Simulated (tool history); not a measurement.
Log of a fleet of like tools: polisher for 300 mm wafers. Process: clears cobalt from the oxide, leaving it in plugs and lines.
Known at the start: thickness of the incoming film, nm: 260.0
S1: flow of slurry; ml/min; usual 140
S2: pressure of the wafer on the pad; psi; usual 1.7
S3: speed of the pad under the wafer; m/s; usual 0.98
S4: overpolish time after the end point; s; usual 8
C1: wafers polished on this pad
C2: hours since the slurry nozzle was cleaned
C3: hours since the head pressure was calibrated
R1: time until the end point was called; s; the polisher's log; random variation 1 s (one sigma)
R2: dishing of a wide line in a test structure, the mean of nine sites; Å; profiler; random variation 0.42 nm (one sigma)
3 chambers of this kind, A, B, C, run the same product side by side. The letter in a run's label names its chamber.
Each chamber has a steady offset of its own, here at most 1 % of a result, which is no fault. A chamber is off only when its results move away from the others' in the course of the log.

run	hour	S1	S2	S3	S4	C1	C2	C3	R1	R2
# hour 2.1: chamber A: worn pad replaced by a new one
1C	8.2	140	1.7	0.98	8	300	368.8	198.8	72.078	215.46
2A	17.6	140	1.7	0.98	8	112	381.7	72.8	73.831	229.10
3B	26.4	140	1.7	0.98	8	589	333.7	863.7	71.824	226.75
4A	41.0	140	1.7	0.98	8	280	405.1	96.2	75.915	228.57
5B	49.6	140	1.7	0.98	8	755	356.9	886.9	72.644	223.33
# hour 54.5: chamber C: worn pad replaced by a new one
# hour 56.3: chamber C: slurry nozzle cleaned
6C	56.3	140	1.7	0.98	8	13	0.0	246.9	73.309	224.29
7C	67.3	140	1.7	0.98	8	92	11.0	257.9	74.576	227.05
8A	75.3	140	1.7	0.98	8	526	439.4	130.5	73.594	225.22
9B	84.0	140	1.7	0.98	8	1003	391.3	921.3	72.576	227.79
10C	99.1	140	1.7	0.98	8	320	42.8	289.7	74.077	216.63
11B	110.8	140	1.7	0.98	8	1195	418.1	948.1	76.488	219.66
12A	124.3	140	1.7	0.98	8	879	488.4	179.5	76.339	222.19
# hour 135.4: chamber A: slurry nozzle cleaned
13B	138.4	140	1.7	0.98	8	1394	445.7	975.7	74.949	222.16
# hour 141.4: chamber C: worn pad replaced by a new one
# hour 149.7: chamber A: worn pad replaced by a new one
14A	152.8	140	1.7	0.98	8	22	17.4	208.0	72.854	222.60
15C	160.2	140	1.7	0.98	8	135	103.9	350.8	70.345	222.91
16A	175.3	140	1.7	0.98	8	184	39.9	230.5	74.088	225.16
17C	190.2	140	1.7	0.98	8	350	133.9	380.8	73.026	223.78
18B	198.1	140	1.7	0.98	8	1823	505.4	1035.4	76.240	211.20
19C	205.0	140	1.7	0.72	8	457	148.7	395.6	97.203	175.57
20A	216.7	140	1.7	0.72	8	481	81.3	271.9	102.460	166.91
# hour 223.8: chamber C: worn pad replaced by a new one
21B	224.2	140	1.7	0.72	8	2011	531.5	1061.5	106.580	164.45
22B	238.6	140	2.1	0.70	8	2114	545.9	1075.9	85.996	192.79
23A	250.6	140	2.1	0.70	8	725	115.2	305.8	83.410	203.86
24C	263.4	140	2.1	0.70	8	284	207.1	454.0	82.010	200.96
25C	274.0	140	1.7	0.98	8	360	217.7	464.6	73.381	218.64
26A	285.6	140	1.7	0.98	8	977	150.2	340.8	72.818	226.06
27B	297.4	140	1.7	0.98	8	2537	604.7	1134.7	80.408	200.26
28A	307.1	140	1.7	0.98	5	1131	171.7	362.3	75.501	154.32
# hour 311.6: chamber C: worn pad replaced by a new one
29C	320.8	140	1.7	0.98	5	66	264.5	511.4	72.419	158.36
30B	333.2	140	1.7	0.98	5	2794	640.5	1170.5	81.076	141.30

What goes on in this fleet: one chamber off, a drifting gauge, or nothing beyond the chambers' own small offsets? Name the chamber and the cause, if any.

Chamber B drifts away from the others.
Cause: removal rate lost through wear of the pad, % = 11.9.
The log may not tell that from: slurry flow missing at the pad, %; head's pressure below its setpoint, %.

Here are 4 candidates for chamber B's next run, each the usual settings with a change, their results left as question marks. Which one brings its results back in line with what the others give on the usual settings?
In line means no further than this from the other chambers' mean on the usual settings: R1 3.600 s; R2 14.00 Å
31B-1	344.2	145	1.9	1.10	8				?	?
31B-2	344.2	140	1.8	1.04	8				?	?
31B-3	344.2	135	1.5	0.88	8				?	?
31B-4	344.2	140	1.6	0.92	8				?	?

The other chambers' mean on the usual settings: R1 73.282 s; R2 223.73 Å
run	R1	R2
31B-1	64.853	244.60
31B-2	72.900	223.74
31B-3	104.260	167.57
31B-4	92.797	184.56
31B-2 brings the chamber back in line.
